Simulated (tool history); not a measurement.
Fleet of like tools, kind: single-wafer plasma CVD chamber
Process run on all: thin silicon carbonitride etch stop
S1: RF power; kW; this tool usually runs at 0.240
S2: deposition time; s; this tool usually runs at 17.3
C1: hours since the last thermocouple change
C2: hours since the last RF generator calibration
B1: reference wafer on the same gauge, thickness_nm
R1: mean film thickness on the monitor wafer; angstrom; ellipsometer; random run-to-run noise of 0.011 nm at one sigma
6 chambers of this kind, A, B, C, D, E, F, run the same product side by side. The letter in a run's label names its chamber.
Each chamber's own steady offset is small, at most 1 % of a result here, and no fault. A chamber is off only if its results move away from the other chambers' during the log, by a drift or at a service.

run,hour,S1,S2,C1,C2,B1,R1
1E,6.9,0.240,17.3,165.2,1706.9,12.403,104.470
2D,15.1,0.240,17.3,320.5,1177.7,12.405,103.450
3A,26.5,0.240,17.3,1456.4,479.1,12.406,103.860
# hour 27.7: chamber C: RF generator calibrated
4B,33.4,0.240,17.3,1423.2,367.3,12.404,103.150
5F,41.8,0.240,17.3,118.6,604.1,12.403,104.670
6C,51.3,0.240,17.3,154.2,23.6,12.406,104.020
7E,57.7,0.265,19.1,216.0,1757.7,12.413,118.680
8C,64.2,0.265,19.1,167.1,36.5,12.412,118.440
9A,71.8,0.265,19.1,1501.7,524.4,12.411,118.160
10B,77.0,0.265,19.1,1466.8,410.9,12.413,117.220
11F,82.8,0.265,19.1,159.6,645.1,12.413,119.170
12D,89.3,0.265,19.1,394.7,1251.9,12.416,117.750
13F,94.7,0.240,17.3,171.5,657.0,12.416,104.800
14E,103.6,0.240,17.3,261.9,1803.6,12.421,104.670
15A,114.2,0.240,17.3,1544.1,566.8,12.416,103.690
16C,125.3,0.240,14.1,228.2,97.6,12.422,84.898
17B,130.3,0.240,14.1,1520.1,464.2,12.425,84.225
18D,141.2,0.240,14.1,446.6,1303.8,12.423,84.296
19F,152.5,0.240,14.1,229.3,714.8,12.424,85.484
20A,161.7,0.240,14.1,1591.6,614.3,12.423,84.747
21B,169.9,0.240,14.1,1559.7,503.8,12.426,84.167
22E,175.3,0.240,17.3,333.6,1875.3,12.427,104.770
23C,186.2,0.240,17.3,289.1,158.5,12.431,104.390
24D,194.5,0.240,17.3,499.9,1357.1,12.431,103.630
25E,201.9,0.240,17.3,360.2,1901.9,12.432,104.590
26B,212.6,0.240,17.3,1602.4,546.5,12.435,103.540
27D,220.1,0.240,17.3,525.5,1382.7,12.436,103.690
# hour 223.6: chamber E: RF generator calibrated
28C,230.9,0.240,17.3,333.8,203.2,12.435,104.570
29F,242.0,0.240,17.3,318.8,804.3,12.439,104.960
30A,247.4,0.240,17.3,1677.3,700.0,12.440,103.990
31C,256.7,0.260,15.3,359.6,229.0,12.445,94.687
32D,265.6,0.260,15.3,571.0,1428.2,12.444,94.034
33B,272.3,0.260,15.3,1662.1,606.2,12.444,93.809
34F,280.6,0.260,15.3,357.4,842.9,12.444,95.224
35E,290.5,0.260,15.3,448.8,66.9,12.444,94.958
36A,298.2,0.260,15.3,1728.1,750.8,12.449,94.310
37D,304.1,0.240,17.3,609.5,1466.7,12.447,103.930
38E,312.4,0.240,17.3,470.7,88.8,12.452,104.810
39C,323.1,0.275,15.9,426.0,295.4,12.455,99.815
40A,330.5,0.275,15.9,1760.4,783.1,12.454,99.790

Is one chamber off against the others, does the gauge drift, or is nothing wrong? If a chamber is off, say which, and what the likeliest cause is.

Every chamber seems to shift together because the gauge that measures them all drifts; the chambers themselves are fine.
What lies behind it: gauge reads high (%) = 0.442.
